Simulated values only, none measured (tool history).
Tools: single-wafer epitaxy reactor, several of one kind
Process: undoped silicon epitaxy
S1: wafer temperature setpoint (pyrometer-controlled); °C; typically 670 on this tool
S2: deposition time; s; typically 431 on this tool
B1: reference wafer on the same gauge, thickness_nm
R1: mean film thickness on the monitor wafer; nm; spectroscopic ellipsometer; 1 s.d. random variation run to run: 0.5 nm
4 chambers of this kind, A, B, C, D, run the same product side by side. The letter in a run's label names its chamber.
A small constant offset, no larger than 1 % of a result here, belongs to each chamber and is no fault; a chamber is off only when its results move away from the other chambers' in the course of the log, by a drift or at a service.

run   hour   S1   S2      B1      R1
 1B    8.2  670  431  117.97  110.71
 2D   18.6  670  431  118.01  110.98
 3C   24.5  670  431  117.97  111.54
 4A   31.1  670  431  118.07  110.93
 5C   40.8  670  431  118.18  110.89
 6A   47.1  670  431  118.05   110.9
 7B   55.2  670  431  118.14  109.98
 8D   63.5  670  431  117.96  110.06
 9A   70.8  670  431  117.98  110.08
10D   79.9  656  486  117.95  92.359
11B   89.9  656  486  118.08  92.211
12C   98.8  656  486  117.97  92.847
13D  109.2  656  486  118.04  93.425
14C  120.2  670  348  117.94  88.994
15A  127.6  670  348  117.94  89.115
16B  136.3  670  348  118.13   88.72
17D    147  670  348  118.03  89.112
18B  156.8  670  431  117.93  109.26
19A  166.5  670  431  117.99  110.92
20C  172.6  670  431  117.95  110.06
21D  180.2  684  486  117.96  166.61
22B  186.2  684  486  118.02  168.25
23A  197.2  684  486  117.93   164.8
24C  205.8  684  486  118.08  167.78
25A  211.8  670  431  117.95  110.64
26B  222.8  670  431   118.1  110.12
27D  230.4  670  431  117.95  111.52
28C  241.1  670  431  117.86  110.68

Each of the 4 chambers runs these same settings next. Fill in every chamber's results:
29A  249.4  670  431       ?
29B  249.4  670  431       ?
29C  249.4  670  431       ?
29D  249.4  670  431       ?

run      R1
29A  111.25
29B  109.34
29C  110.94
29D   111.8

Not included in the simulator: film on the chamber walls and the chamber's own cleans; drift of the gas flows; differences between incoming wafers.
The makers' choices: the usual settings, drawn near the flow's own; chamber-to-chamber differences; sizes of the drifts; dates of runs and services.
